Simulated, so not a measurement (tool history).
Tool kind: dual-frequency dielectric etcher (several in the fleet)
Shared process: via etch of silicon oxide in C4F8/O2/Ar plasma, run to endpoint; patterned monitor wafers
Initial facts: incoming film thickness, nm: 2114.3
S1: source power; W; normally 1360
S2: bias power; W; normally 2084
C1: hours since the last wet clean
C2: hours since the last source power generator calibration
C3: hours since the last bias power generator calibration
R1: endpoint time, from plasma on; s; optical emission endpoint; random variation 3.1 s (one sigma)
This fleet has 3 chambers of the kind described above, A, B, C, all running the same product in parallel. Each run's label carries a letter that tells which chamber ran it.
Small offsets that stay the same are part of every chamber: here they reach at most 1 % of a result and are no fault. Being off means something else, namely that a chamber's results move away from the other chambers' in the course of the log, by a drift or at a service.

{"run": "1C", "hour": 12.6, "S1": 1360, "S2": 2084, "C1": 299.7, "C2": 3504.5, "C3": 1655, "R1": 484.65}
{"run": "2B", "hour": 27.6, "S1": 1360, "S2": 2084, "C1": 105.1, "C2": 512.9, "C3": 2703.1, "R1": 486.27}
{"run": "3A", "hour": 39.9, "S1": 1360, "S2": 2084, "C1": 614.8, "C2": 1436.9, "C3": 4068.8, "R1": 481.46}
{"run": "4A", "hour": 48.0, "S1": 1360, "S2": 2084, "C1": 622.9, "C2": 1445, "C3": 4076.9, "R1": 482.41}
{"run": "5C", "hour": 57.9, "S1": 1360, "S2": 2084, "C1": 345, "C2": 3549.8, "C3": 1700.3, "R1": 482.86}
{"hour": 59.4, "done": "chamber C: wet clean of the chamber"}
{"hour": 63.6, "done": "chamber A: wet clean of the chamber"}
{"run": "6B", "hour": 74.1, "S1": 1360, "S2": 2084, "C1": 151.6, "C2": 559.4, "C3": 2749.6, "R1": 485.86}
{"run": "7B", "hour": 90.2, "S1": 1360, "S2": 2084, "C1": 167.7, "C2": 575.5, "C3": 2765.7, "R1": 485.03}
{"run": "8C", "hour": 98.9, "S1": 1360, "S2": 2084, "C1": 39.6, "C2": 3590.8, "C3": 1741.3, "R1": 483.56}
{"run": "9A", "hour": 111.9, "S1": 1360, "S2": 2084, "C1": 48.4, "C2": 1508.9, "C3": 4140.8, "R1": 481.62}
{"run": "10B", "hour": 119.1, "S1": 1580, "S2": 2084, "C1": 196.6, "C2": 604.4, "C3": 2794.6, "R1": 456.46}
{"run": "11A", "hour": 127.5, "S1": 1580, "S2": 2084, "C1": 64, "C2": 1524.5, "C3": 4156.4, "R1": 456.08}
{"run": "12C", "hour": 139.3, "S1": 1580, "S2": 2084, "C1": 80, "C2": 3631.2, "C3": 1781.7, "R1": 458.11}
{"run": "13A", "hour": 152.8, "S1": 1360, "S2": 2084, "C1": 89.3, "C2": 1549.8, "C3": 4181.7, "R1": 478.15}
{"run": "14C", "hour": 160.2, "S1": 1360, "S2": 2084, "C1": 100.9, "C2": 3652.1, "C3": 1802.6, "R1": 485.1}
{"run": "15B", "hour": 170.4, "S1": 1360, "S2": 2449, "C1": 247.9, "C2": 655.7, "C3": 2845.9, "R1": 463.27}
{"run": "16A", "hour": 185.3, "S1": 1360, "S2": 2449, "C1": 121.8, "C2": 1582.3, "C3": 4214.2, "R1": 460.75}
{"run": "17B", "hour": 195.6, "S1": 1360, "S2": 2449, "C1": 273.1, "C2": 680.9, "C3": 2871.1, "R1": 462.05}
{"run": "18C", "hour": 208.7, "S1": 1360, "S2": 2084, "C1": 149.4, "C2": 3700.6, "C3": 1851.1, "R1": 486.93}
{"run": "19A", "hour": 220.5, "S1": 1360, "S2": 2084, "C1": 157, "C2": 1617.5, "C3": 4249.4, "R1": 480.82}
{"run": "20C", "hour": 231.9, "S1": 1360, "S2": 2506, "C1": 172.6, "C2": 3723.8, "C3": 1874.3, "R1": 461.38}
{"run": "21B", "hour": 243.7, "S1": 1360, "S2": 2506, "C1": 321.2, "C2": 729, "C3": 2919.2, "R1": 458.2}
{"run": "22B", "hour": 258.8, "S1": 1360, "S2": 2506, "C1": 336.3, "C2": 744.1, "C3": 2934.3, "R1": 456.72}
{"run": "23C", "hour": 271.3, "S1": 1360, "S2": 2084, "C1": 212, "C2": 3763.2, "C3": 1913.7, "R1": 483.28}
{"run": "24A", "hour": 279.3, "S1": 1360, "S2": 2084, "C1": 215.8, "C2": 1676.3, "C3": 4308.2, "R1": 480.83}
{"run": "25B", "hour": 291.3, "S1": 1360, "S2": 2084, "C1": 368.8, "C2": 776.6, "C3": 2966.8, "R1": 480.33}
{"run": "26C", "hour": 305.7, "S1": 1360, "S2": 2084, "C1": 246.4, "C2": 3797.6, "C3": 1948.1, "R1": 486}
{"run": "27A", "hour": 321.0, "S1": 1360, "S2": 2084, "C1": 257.5, "C2": 1718, "C3": 4349.9, "R1": 477.72}
{"run": "28C", "hour": 329.1, "S1": 1360, "S2": 2084, "C1": 269.8, "C2": 3821, "C3": 1971.5, "R1": 487.6}
{"run": "29B", "hour": 339.6, "S1": 1360, "S2": 2084, "C1": 417.1, "C2": 824.9, "C3": 3015.1, "R1": 484.85}
{"run": "30A", "hour": 350.5, "S1": 1360, "S2": 2084, "C1": 287, "C2": 1747.5, "C3": 4379.4, "R1": 479.65}
{"run": "31B", "hour": 364.7, "S1": 1570, "S2": 2333, "C1": 442.2, "C2": 850, "C3": 3040.2, "R1": 444.83}
{"run": "32C", "hour": 381.1, "S1": 1570, "S2": 2333, "C1": 321.8, "C2": 3873, "C3": 2023.5, "R1": 439.94}
{"run": "33A", "hour": 392.8, "S1": 1570, "S2": 2333, "C1": 329.3, "C2": 1789.8, "C3": 4421.7, "R1": 436.27}
{"run": "34A", "hour": 408.9, "S1": 1650, "S2": 2084, "C1": 345.4, "C2": 1805.9, "C3": 4437.8, "R1": 446.56}
{"hour": 419.6, "done": "chamber C: wet clean of the chamber"}
{"run": "35C", "hour": 423.9, "S1": 1650, "S2": 2084, "C1": 4.3, "C2": 3915.8, "C3": 2066.3, "R1": 447.1}
{"run": "36B", "hour": 438.2, "S1": 1650, "S2": 2084, "C1": 515.7, "C2": 923.5, "C3": 3113.7, "R1": 453.29}
{"run": "37C", "hour": 454.0, "S1": 1360, "S2": 2084, "C1": 34.4, "C2": 3945.9, "C3": 2096.4, "R1": 493.69}
{"run": "38B", "hour": 469.9, "S1": 1360, "S2": 2084, "C1": 547.4, "C2": 955.2, "C3": 3145.4, "R1": 482.81}
{"run": "39A", "hour": 480.4, "S1": 1360, "S2": 2084, "C1": 416.9, "C2": 1877.4, "C3": 4509.3, "R1": 485.53}

What goes on in this fleet: one chamber off, a drifting gauge, or nothing beyond the chambers' own small offsets? Name the chamber and the cause, if any.

No chamber is off and the gauge is stable; the differences are just each chamber's small, constant offset.

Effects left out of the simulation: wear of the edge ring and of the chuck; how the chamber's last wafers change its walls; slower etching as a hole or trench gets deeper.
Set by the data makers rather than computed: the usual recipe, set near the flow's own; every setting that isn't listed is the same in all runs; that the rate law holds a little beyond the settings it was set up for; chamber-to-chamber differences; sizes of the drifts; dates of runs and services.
